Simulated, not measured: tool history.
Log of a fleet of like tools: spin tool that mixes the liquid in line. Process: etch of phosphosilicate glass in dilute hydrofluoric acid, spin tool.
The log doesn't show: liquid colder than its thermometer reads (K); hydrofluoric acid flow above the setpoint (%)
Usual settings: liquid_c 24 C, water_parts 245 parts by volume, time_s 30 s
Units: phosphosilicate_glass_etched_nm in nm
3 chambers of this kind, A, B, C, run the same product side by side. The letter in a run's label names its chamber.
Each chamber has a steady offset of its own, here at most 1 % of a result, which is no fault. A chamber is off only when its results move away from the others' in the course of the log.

run     day  liquid_c  water_parts  time_s  hours since the thermometer was replaced  hours since the hydrofluoric acid flow meter was replaced  read-back film thickness of the phosphosilicate glass reference wafer, read on the same gauge (nm)  phosphosilicate_glass_etched_nm
 1C   0.521        24          245      30                                    1531.3                                                      744.2                                                                                              40.005                           11.377
 2B    0.85        24          245      30                                     725.6                                                      810.6                                                                                              39.973                           11.193
 3A    1.45        24          245      30                                    1934.6                                                      404.7                                                                                              39.971                           11.126
 4A   1.996        24          245      30                                    1947.7                                                      417.8                                                                                               40.01                           11.143
 5B   2.562        24          245      30                                     766.7                                                      851.7                                                                                              39.971                           11.238
 6C   3.067        24          245      45                                    1592.4                                                      805.3                                                                                              39.991                           17.215
 7C   3.662        24          245      45                                    1606.7                                                      819.6                                                                                               40.01                           17.015
 8B   3.979        24          245      45                                     800.7                                                      885.7                                                                                              40.007                           16.751
      4.467  -- chamber C: hydrofluoric acid flow meter replaced
 9A   4.592      20.5          245      40                                      2010                                                      480.1                                                                                              40.022                           13.052
10B   5.167      20.5          245      40                                     829.2                                                      914.2                                                                                              40.008                           13.125
11C   5.729      20.5          245      40                                    1656.3                                                       30.3                                                                                              39.983                           13.308
12A   6.367        24          245      30                                    2052.6                                                      522.7                                                                                              40.048                           11.215
13A   6.833        24          245      30                                    2063.8                                                      533.9                                                                                              39.997                           11.274
14C   7.142        24          140      15                                    1690.2                                                       64.2                                                                                              39.998                           10.935
15B   7.746        24          140      15                                     891.1                                                      976.1                                                                                              40.019                           11.109
16B   8.271        24          140      15                                     903.7                                                      988.7                                                                                              39.986                           11.199
17A   8.771        27          245      15                                    2110.3                                                      580.4                                                                                              40.011                           6.2188
18C   9.158        27          245      15                                    1738.6                                                      112.6                                                                                              39.978                           6.3069
19A   9.467        27          245      15                                      2127                                                      597.1                                                                                              40.028                           6.1654
20C  10.004        24          245      30                                    1758.9                                                      132.9                                                                                              40.029                           11.357
21B  10.321        24          245      30                                     952.9                                                     1037.9                                                                                              40.033                           11.254
22B  10.633        24          245      30                                     960.4                                                     1045.4                                                                                              40.019                           11.237
23C  11.146        24          245      30                                    1786.3                                                      160.3                                                                                              39.988                           11.294
24A  11.704        24          245      30                                    2180.7                                                      650.8                                                                                              40.003                           11.019
25B  12.042        24          245      30                                     994.2                                                     1079.2                                                                                                  40                           11.278
26C  12.604        24          245      30                                    1821.3                                                      195.3                                                                                              40.022                           11.359
27A  12.917        24          245      30                                    2209.8                                                      679.9                                                                                              40.004                           11.191
28B  13.396        24          245      30                                    1026.7                                                     1111.7                                                                                              40.017                           11.099
29A  13.817        24          245      30                                    2231.4                                                      701.5                                                                                              39.972                           11.264
30C  14.417        24          190      30                                    1864.8                                                      238.8                                                                                              39.964                            15.49
31A  14.767        24          190      30                                    2254.2                                                      724.3                                                                                              39.991                           15.248
32C  15.079        24          190      30                                    1880.7                                                      254.7                                                                                              39.979                            15.34
33B  15.679        24          245      30                                    1081.5                                                     1166.5                                                                                              40.004                           11.342
34B  16.246        24          245      30                                    1095.1                                                     1180.1                                                                                              39.955                           11.157

Is one chamber off against the others, does the gauge drift, or is nothing wrong? If a chamber is off, say which, and what the likeliest cause is.

No chamber stands off beyond its own small offset, and the gauge holds steady.
